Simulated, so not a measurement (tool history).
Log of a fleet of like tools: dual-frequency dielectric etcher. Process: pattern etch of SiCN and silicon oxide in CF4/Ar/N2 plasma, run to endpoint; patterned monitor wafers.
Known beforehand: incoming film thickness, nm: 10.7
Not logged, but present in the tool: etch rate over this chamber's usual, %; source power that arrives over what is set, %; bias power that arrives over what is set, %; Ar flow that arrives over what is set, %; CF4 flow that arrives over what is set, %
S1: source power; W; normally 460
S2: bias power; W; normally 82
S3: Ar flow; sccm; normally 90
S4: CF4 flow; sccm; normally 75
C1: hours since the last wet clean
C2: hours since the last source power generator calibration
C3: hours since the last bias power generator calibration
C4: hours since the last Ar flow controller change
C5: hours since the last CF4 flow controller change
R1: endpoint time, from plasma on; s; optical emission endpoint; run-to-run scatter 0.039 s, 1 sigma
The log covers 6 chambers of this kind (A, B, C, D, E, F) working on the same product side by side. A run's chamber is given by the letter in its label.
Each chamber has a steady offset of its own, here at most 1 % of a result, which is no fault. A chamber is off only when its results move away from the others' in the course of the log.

run	hour	S1	S2	S3	S4	C1	C2	C3	C4	C5	R1
1B	9.8	460	82	90	75	471.1	1777.8	2008	2753	1449.3	11.324
2F	15.5	460	82	90	75	681	91.5	2062.4	993.1	3481.6	11.385
3D	26.7	460	82	90	75	51	1851.4	142.4	348.6	2711.2	11.363
4C	37.8	460	82	90	75	296.9	2507.5	2395.3	357.7	1973.5	11.29
5E	46.1	460	82	90	75	445.5	2102.9	930.7	1394	3254	11.345
6A	53.3	460	82	90	86	247.8	86.1	2088.1	2416.3	3668	11.123
7E	61.2	460	82	90	86	460.6	2118	945.8	1409.1	3269.1	11.109
8C	66.7	460	82	90	86	325.8	2536.4	2424.2	386.6	2002.4	11.059
# hour 75: chamber F: wet clean of the chamber
9A	75.6	460	82	90	86	270.1	108.4	2110.4	2438.6	3690.3	11.161
10D	88.1	460	82	90	86	112.4	1912.8	203.8	410	2772.6	11.186
11B	98.3	460	82	90	86	559.6	1866.3	2096.5	2841.5	1537.8	11.067
12F	108.4	460	82	90	75	33.5	184.4	2155.3	1086	3574.5	11.371
13E	116.9	460	82	90	75	516.3	2173.7	1001.5	1464.8	3324.8	11.365
# hour 118.4: chamber E: Ar flow controller replaced
14F	123.5	460	82	90	75	48.6	199.5	2170.4	1101.1	3589.6	11.371
# hour 134.4: chamber B: wet clean of the chamber
15C	135	460	82	90	75	394.1	2604.7	2492.5	454.9	2070.7	11.262
16B	146.8	460	82	72	62	12.5	1914.8	2145	2890	1586.3	10.732
17D	156	460	82	72	62	180.3	1980.7	271.7	477.9	2840.5	11.344
18A	164.2	460	82	72	62	358.7	197	2199	2527.2	3778.9	11.241
# hour 165.1: chamber B: source power generator calibrated
19A	172.1	460	82	72	62	366.6	204.9	2206.9	2535.1	3786.8	11.263
20E	178.2	460	82	72	62	577.6	2235	1062.8	59.8	3386.1	11.303
21C	189.4	460	82	72	62	448.5	2659.1	2546.9	509.3	2125.1	11.26
22D	195.3	460	82	90	75	219.6	2020	311	517.2	2879.8	11.37
# hour 204.1: chamber E: wet clean of the chamber
23B	207.1	460	82	90	75	72.8	42.1	2205.3	2950.3	1646.6	10.744
24F	214.7	460	82	90	75	139.8	290.7	2261.6	1192.3	3680.8	11.408
# hour 216.7: chamber A: wet clean of the chamber
25A	225.2	460	92	90	93	8.5	258	2260	2588.2	3839.9	10.565
26B	232.2	460	92	90	93	97.9	67.2	2230.4	2975.4	1671.7	10.07
27C	242	460	92	90	93	501.1	2711.7	2599.5	561.9	2177.7	10.568
28E	252.3	460	92	90	93	48.3	2309.1	1136.9	133.9	3460.2	10.599
29D	261.3	460	92	90	93	285.6	2086	377	583.2	2945.8	10.691
# hour 264.2: chamber C: wet clean of the chamber
30F	268.5	460	92	90	93	193.6	344.5	2315.4	1246.1	3734.6	10.642
31B	278.4	460	82	90	75	144.1	113.4	2276.6	3021.6	1717.9	10.867
32E	284.5	510	82	90	75	80.5	2341.3	1169.1	166.1	3492.4	10.324
33A	292.5	510	82	90	75	75.8	325.3	2327.3	2655.5	3907.2	10.403
34C	304.4	510	82	90	75	40.3	2774.1	2661.9	624.3	2240.1	10.341
35F	316.2	510	82	90	75	241.3	392.2	2363.1	1293.8	3782.3	10.409
36D	325.3	510	82	90	75	349.6	2150	441	647.2	3009.8	10.482
37D	336.9	510	82	90	75	361.2	2161.6	452.6	658.8	3021.4	10.453
38A	347.6	460	82	90	75	130.9	380.4	2382.4	2710.6	3962.3	11.385

Does one chamber stand apart from the rest, does the shared gauge drift, or is all well apart from small per-chamber offsets? Give the chamber and the most likely cause, where there is one.

Chamber B came out of a service off from its peers and stayed that way.
Cause: etch rate over this chamber's usual, % = 4.6.

Below are 4 candidate recipes for chamber B's next run, each the usual settings with a change, their results shown as question marks. Which of them brings B's results back in line with what the other chambers give on the usual settings?
In-line tolerance around the mean of the other chambers on the usual settings: R1 0.14 s
39B-1	356.7	490	82	89	76						?
39B-2	356.7	450	82	90	75						?
39B-3	356.7	470	83	90	75						?
39B-4	356.7	460	71	95	75						?

Average result of the remaining chambers running the usual settings: R1 11.357 s
run	R1
39B-1	10.171
39B-2	10.989
39B-3	10.538
39B-4	11.401
The right change is 39B-4: it brings the chamber back within the allowed miss of the others.
